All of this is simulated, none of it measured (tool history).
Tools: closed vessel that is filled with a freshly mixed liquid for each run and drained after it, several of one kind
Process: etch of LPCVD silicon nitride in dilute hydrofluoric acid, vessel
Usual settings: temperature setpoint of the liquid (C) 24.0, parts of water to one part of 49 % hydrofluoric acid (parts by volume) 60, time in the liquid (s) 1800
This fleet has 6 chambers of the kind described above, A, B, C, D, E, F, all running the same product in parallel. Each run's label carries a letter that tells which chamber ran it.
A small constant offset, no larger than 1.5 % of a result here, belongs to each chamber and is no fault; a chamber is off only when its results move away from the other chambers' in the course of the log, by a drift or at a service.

run,hour,temperature setpoint of the liquid (C),parts of water to one part of 49 % hydrofluoric acid (parts by volume),time in the liquid (s),"read-back film thickness of the LPCVD silicon nitride reference wafer, read on the same gauge (nm)",thickness taken off the LPCVD silicon nitride on a monitor wafer (nm)
1F,6.4,24.0,60,1800,59.991,13.7870
2B,15.3,24.0,60,1800,60.002,13.6310
# hour 19.4: chamber A: thermometer replaced
3A,23.1,24.0,60,1800,60.031,14.1790
4E,31.0,24.0,60,1800,60.001,13.7310
5C,37.2,24.0,60,1800,59.984,13.8770
6D,44.2,24.0,60,1800,60.035,13.7680
7B,52.3,24.0,60,1800,60.022,13.7240
8C,58.3,25.5,60,2675,59.989,22.3280
9F,66.7,25.5,60,2675,59.996,22.2310
10E,72.7,25.5,60,2675,59.985,22.9880
11A,77.0,25.5,60,2675,59.990,22.8340
12D,83.0,25.5,60,2675,60.010,22.7210
13F,88.8,25.5,60,2675,59.995,22.6300
14D,95.9,24.0,60,1800,60.005,13.9800
15C,100.6,24.0,60,1800,59.988,13.6270
16E,109.3,24.0,60,1800,60.029,13.7820
17A,118.0,24.0,60,1800,60.016,13.9680
18B,125.0,24.0,60,1800,60.034,13.7950
19B,131.2,24.0,60,1800,59.998,13.6360
20F,138.0,24.0,60,1800,60.018,13.8170
21D,146.6,24.0,40,1800,59.988,20.4860
22E,153.9,24.0,40,1800,59.993,20.2380
23A,162.3,24.0,40,1800,60.031,20.9240
24C,169.6,24.0,40,1800,60.017,20.2220
25B,178.3,24.0,40,1800,59.979,20.2830
26E,183.4,24.0,40,1800,59.993,20.4350
27F,191.6,24.0,60,1800,60.000,14.5670
28A,198.4,24.0,60,1800,60.003,13.9670
29C,205.4,24.0,45,1800,60.015,18.2070
30D,211.1,24.0,45,1800,59.986,18.4940
31C,219.6,24.0,45,1800,60.030,18.1620
32F,223.6,24.0,45,1800,60.030,19.3420
33D,229.4,24.0,45,1800,59.995,18.3490
34E,234.8,24.0,45,1800,60.005,18.0870
35A,239.5,24.0,45,1800,60.002,18.6480
36B,245.5,24.0,45,1800,59.994,18.0120
37C,252.2,24.0,45,1800,60.000,17.7450
38B,257.5,24.0,45,1800,60.012,17.9240
39D,265.8,24.0,45,1800,60.019,18.4990
40E,269.8,24.0,45,1800,60.016,17.8940
# hour 274.7: chamber A: hydrofluoric acid flow meter replaced
41F,276.4,19.0,60,1800,60.000,10.6310
42A,280.4,19.0,60,1800,59.992,9.9763
43B,286.9,19.0,60,1800,60.006,9.6135

Read the log: is a single chamber off, either drifting away or since a service, is the gauge that measures every chamber drifting, or is nothing wrong beyond small per-chamber offsets? Name any odd chamber and what most likely caused it.

Little by little, chamber F moves away from the other chambers.
Likeliest cause: hydrofluoric acid flow above the setpoint (%) = 10.9.
The log may not tell that from: liquid hotter than its thermometer reads (K).

Below are 4 candidate recipes for chamber F's next run, each the usual settings with a change, their results shown as question marks. Which of them brings F's results back in line with what the other chambers give on the usual settings?
Maximum distance from the other chambers' mean on the usual settings for a result to count as in line: thickness taken off the LPCVD silicon nitride on a monitor wafer (nm) 0.4100
44F-1,293.3,24.0,65,1670,,?
44F-2,293.3,24.0,60,2060,,?
44F-3,293.3,23.5,60,1695,,?
44F-4,293.3,24.5,60,1920,,?

What the other chambers average on the usual settings: thickness taken off the LPCVD silicon nitride on a monitor wafer (nm) 13.7820
run,thickness taken off the LPCVD silicon nitride on a monitor wafer (nm)
44F-1,12.8950
44F-2,17.2090
44F-3,13.6910
44F-4,16.5990
44F-3 is the one that brings the chamber's results back in line with the other chambers.
